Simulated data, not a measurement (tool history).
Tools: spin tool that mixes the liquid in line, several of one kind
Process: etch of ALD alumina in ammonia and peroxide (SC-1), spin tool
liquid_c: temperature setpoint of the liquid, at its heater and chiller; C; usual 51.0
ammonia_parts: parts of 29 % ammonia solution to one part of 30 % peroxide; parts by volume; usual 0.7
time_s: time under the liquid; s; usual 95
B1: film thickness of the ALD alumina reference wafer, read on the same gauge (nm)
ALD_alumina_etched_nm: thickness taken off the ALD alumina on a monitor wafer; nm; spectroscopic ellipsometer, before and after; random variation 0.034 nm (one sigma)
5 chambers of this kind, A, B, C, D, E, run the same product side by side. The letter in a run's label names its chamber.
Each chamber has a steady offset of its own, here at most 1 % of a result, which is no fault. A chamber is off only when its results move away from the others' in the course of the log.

{"run": "1A", "day": 0.404, "liquid_c": 51.0, "ammonia_parts": 0.7, "time_s": 95, "B1": 150.03, "ALD_alumina_etched_nm": 4.9531}
{"run": "2C", "day": 0.696, "liquid_c": 51.0, "ammonia_parts": 0.7, "time_s": 95, "B1": 149.98, "ALD_alumina_etched_nm": 4.8579}
{"run": "3B", "day": 1.188, "liquid_c": 51.0, "ammonia_parts": 0.7, "time_s": 95, "B1": 149.99, "ALD_alumina_etched_nm": 4.865}
{"run": "4E", "day": 1.638, "liquid_c": 51.0, "ammonia_parts": 0.7, "time_s": 95, "B1": 149.99, "ALD_alumina_etched_nm": 4.9102}
{"run": "5D", "day": 1.942, "liquid_c": 51.0, "ammonia_parts": 0.7, "time_s": 95, "B1": 149.97, "ALD_alumina_etched_nm": 4.9094}
{"run": "6D", "day": 2.446, "liquid_c": 51.0, "ammonia_parts": 0.7, "time_s": 95, "B1": 150.03, "ALD_alumina_etched_nm": 4.9587}
{"run": "7A", "day": 2.942, "liquid_c": 51.0, "ammonia_parts": 0.7, "time_s": 95, "B1": 150.0, "ALD_alumina_etched_nm": 4.9628}
{"day": 3.083, "done": "chamber C: heated supply line repaired"}
{"run": "8E", "day": 3.425, "liquid_c": 51.0, "ammonia_parts": 0.7, "time_s": 95, "B1": 150.0, "ALD_alumina_etched_nm": 4.9237}
{"day": 3.567, "done": "chamber D: ammonia flow meter replaced"}
{"run": "9C", "day": 3.888, "liquid_c": 51.0, "ammonia_parts": 1.0, "time_s": 95, "B1": 150.0, "ALD_alumina_etched_nm": 5.1744}
{"run": "10B", "day": 4.15, "liquid_c": 51.0, "ammonia_parts": 1.0, "time_s": 95, "B1": 149.99, "ALD_alumina_etched_nm": 5.0053}
{"run": "11B", "day": 4.462, "liquid_c": 51.0, "ammonia_parts": 1.0, "time_s": 95, "B1": 150.01, "ALD_alumina_etched_nm": 4.9918}
{"run": "12C", "day": 4.8, "liquid_c": 51.0, "ammonia_parts": 1.0, "time_s": 95, "B1": 150.0, "ALD_alumina_etched_nm": 5.0764}
{"run": "13A", "day": 5.067, "liquid_c": 51.0, "ammonia_parts": 1.0, "time_s": 95, "B1": 149.99, "ALD_alumina_etched_nm": 5.0607}
{"run": "14E", "day": 5.404, "liquid_c": 51.0, "ammonia_parts": 0.7, "time_s": 95, "B1": 150.01, "ALD_alumina_etched_nm": 4.8997}
{"day": 5.633, "done": "chamber B: ammonia flow meter replaced"}
{"run": "15D", "day": 5.688, "liquid_c": 51.0, "ammonia_parts": 0.7, "time_s": 95, "B1": 150.02, "ALD_alumina_etched_nm": 4.8941}
{"run": "16C", "day": 6.079, "liquid_c": 51.0, "ammonia_parts": 0.7, "time_s": 95, "B1": 150.01, "ALD_alumina_etched_nm": 5.003}
{"run": "17B", "day": 6.404, "liquid_c": 51.0, "ammonia_parts": 0.7, "time_s": 95, "B1": 150.03, "ALD_alumina_etched_nm": 4.7184}
{"run": "18A", "day": 6.65, "liquid_c": 51.0, "ammonia_parts": 0.7, "time_s": 95, "B1": 149.99, "ALD_alumina_etched_nm": 4.957}
{"day": 6.896, "done": "chamber E: heated supply line repaired"}
{"run": "19D", "day": 7.117, "liquid_c": 51.0, "ammonia_parts": 0.7, "time_s": 95, "B1": 150.0, "ALD_alumina_etched_nm": 4.9067}
{"run": "20E", "day": 7.358, "liquid_c": 51.0, "ammonia_parts": 0.7, "time_s": 95, "B1": 150.01, "ALD_alumina_etched_nm": 4.9718}
{"run": "21E", "day": 7.65, "liquid_c": 51.0, "ammonia_parts": 0.7, "time_s": 95, "B1": 150.0, "ALD_alumina_etched_nm": 4.9301}
{"run": "22B", "day": 8.142, "liquid_c": 51.0, "ammonia_parts": 0.7, "time_s": 95, "B1": 149.99, "ALD_alumina_etched_nm": 4.7064}
{"day": 8.242, "done": "chamber C: new drum of ammonia solution connected"}
{"day": 8.517, "done": "chamber A: heated supply line repaired"}
{"run": "23A", "day": 8.579, "liquid_c": 51.0, "ammonia_parts": 0.7, "time_s": 95, "B1": 150.02, "ALD_alumina_etched_nm": 4.9369}
{"day": 8.654, "done": "chamber C: ammonia flow meter replaced"}
{"run": "24C", "day": 8.892, "liquid_c": 54.5, "ammonia_parts": 0.7, "time_s": 120, "B1": 149.99, "ALD_alumina_etched_nm": 7.5475}
{"day": 9.229, "done": "chamber A: new drum of ammonia solution connected"}
{"run": "25D", "day": 9.3, "liquid_c": 54.5, "ammonia_parts": 0.7, "time_s": 120, "B1": 150.0, "ALD_alumina_etched_nm": 7.4565}
{"run": "26A", "day": 9.625, "liquid_c": 54.5, "ammonia_parts": 0.7, "time_s": 120, "B1": 150.0, "ALD_alumina_etched_nm": 7.5481}
{"day": 9.8, "done": "chamber E: thermometer replaced"}
{"day": 9.967, "done": "chamber D: new drum of ammonia solution connected"}
{"run": "27B", "day": 9.983, "liquid_c": 54.5, "ammonia_parts": 0.7, "time_s": 120, "B1": 149.98, "ALD_alumina_etched_nm": 6.9073}
{"run": "28D", "day": 10.412, "liquid_c": 54.5, "ammonia_parts": 0.7, "time_s": 120, "B1": 149.99, "ALD_alumina_etched_nm": 7.4762}
{"run": "29E", "day": 10.867, "liquid_c": 42.0, "ammonia_parts": 0.4, "time_s": 95, "B1": 150.03, "ALD_alumina_etched_nm": 2.8617}
{"run": "30C", "day": 11.138, "liquid_c": 42.0, "ammonia_parts": 0.4, "time_s": 95, "B1": 150.0, "ALD_alumina_etched_nm": 2.8044}
{"run": "31A", "day": 11.533, "liquid_c": 42.0, "ammonia_parts": 0.4, "time_s": 95, "B1": 149.98, "ALD_alumina_etched_nm": 2.7889}
{"run": "32D", "day": 11.812, "liquid_c": 42.0, "ammonia_parts": 0.4, "time_s": 95, "B1": 149.97, "ALD_alumina_etched_nm": 2.8306}

Is one chamber off against the others, does the gauge drift, or is nothing wrong? If a chamber is off, say which, and what the likeliest cause is.

Chamber B drifts away from the others.
Cause: temperature lost on the way to the wafer (K) = 1.46.
The log may not tell that from: liquid colder than its thermometer reads (K).

Here are 4 candidates for chamber B's next run, each the usual settings with a change, their results left as question marks. Which one brings its results back in line with what the others give on the usual settings?
In line means no further than this from the other chambers' mean on the usual settings: ALD_alumina_etched_nm 0.1200 nm
{"run": "33B-1", "day": 12.175, "liquid_c": 52.5, "ammonia_parts": 0.7, "time_s": 95, "ALD_alumina_etched_nm": "?"}
{"run": "33B-2", "day": 12.175, "liquid_c": 51.0, "ammonia_parts": 1.0, "time_s": 95, "ALD_alumina_etched_nm": "?"}
{"run": "33B-3", "day": 12.175, "liquid_c": 51.0, "ammonia_parts": 0.5, "time_s": 95, "ALD_alumina_etched_nm": "?"}
{"run": "33B-4", "day": 12.175, "liquid_c": 49.5, "ammonia_parts": 0.7, "time_s": 95, "ALD_alumina_etched_nm": "?"}

The other chambers' mean on the usual settings: ALD_alumina_etched_nm 4.9252 nm
run=33B-1 ALD_alumina_etched_nm=4.8845
run=33B-2 ALD_alumina_etched_nm=4.6606
run=33B-3 ALD_alumina_etched_nm=4.3596
run=33B-4 ALD_alumina_etched_nm=4.1511
33B-1 brings the chamber back in line.

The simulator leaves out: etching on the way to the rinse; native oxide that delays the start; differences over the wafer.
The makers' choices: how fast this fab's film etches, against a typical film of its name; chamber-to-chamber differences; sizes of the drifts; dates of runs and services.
